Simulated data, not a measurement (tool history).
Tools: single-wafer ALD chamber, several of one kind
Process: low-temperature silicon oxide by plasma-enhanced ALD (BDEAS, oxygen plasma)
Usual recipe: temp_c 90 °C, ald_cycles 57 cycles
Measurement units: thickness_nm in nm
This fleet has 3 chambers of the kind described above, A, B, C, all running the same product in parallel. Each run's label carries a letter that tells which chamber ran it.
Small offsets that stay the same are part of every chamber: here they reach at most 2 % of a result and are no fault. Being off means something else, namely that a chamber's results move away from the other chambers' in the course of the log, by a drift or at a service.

run   hour  temp_c  ald_cycles  hours since the last thermocouple change  read-back reference wafer on the same gauge, thickness_nm  thickness_nm
 1C    6.7      90          57                                      20.4                                                     9.0554        8.4801
 2B   12.8      90          57                                    1902.7                                                     9.0536        8.5729
 3A   21.3      90          57                                    1990.4                                                      9.056        8.4388
 4A     28      90          57                                    1997.1                                                     9.0531         8.444
 5C   34.4      90          57                                      48.1                                                     9.0615        8.5081
 6B   43.3      90          57                                    1933.2                                                     9.0644        8.5579
 7C   50.5      90          57                                      64.2                                                     9.0634        8.5214
 8B     55      90          57                                    1944.9                                                     9.0647        8.5995
 9A   63.1      90          57                                    2032.2                                                     9.0726         8.462
10B   69.8      90          57                                    1959.7                                                     9.0742         8.565
11A   79.5     104          62                                    2048.6                                                     9.0747        8.8255
12C   85.7     104          62                                      99.4                                                     9.0769        8.8702
13B   91.9     104          62                                    1981.8                                                     9.0768        8.9454
14C   98.3      90          57                                       112                                                     9.0785        8.5109
15A  105.7      90          57                                    2074.8                                                     9.0823        8.4659
16C  115.1      90          57                                     128.8                                                     9.0869        8.5227
17A    122      90          57                                    2091.1                                                     9.0895        8.4442
18B  131.4      90          57                                    2021.3                                                     9.0942        8.6213
19C  140.2      90          57                                     153.9                                                     9.0894        8.5272
20B  146.4      95          57                                    2036.3                                                     9.0984        8.4564
21A  152.7      95          57                                    2121.8                                                     9.0976        8.3577
22A  159.3      95          57                                    2128.4                                                     9.0981        8.3194
23B  169.6      90          57                                    2059.5                                                     9.1002         8.623
24C    177      90          57                                     190.7                                                     9.1059        8.5362

Each of the 3 chambers runs these same settings next. Fill in every chamber's results:
25A  184.6      82          57                                                                                                                  ?
25B  184.6      82          57                                                                                                                  ?
25C  184.6      82          57                                                                                                                  ?

run  thickness_nm
25A        8.7414
25B        8.8579
25C        8.7948

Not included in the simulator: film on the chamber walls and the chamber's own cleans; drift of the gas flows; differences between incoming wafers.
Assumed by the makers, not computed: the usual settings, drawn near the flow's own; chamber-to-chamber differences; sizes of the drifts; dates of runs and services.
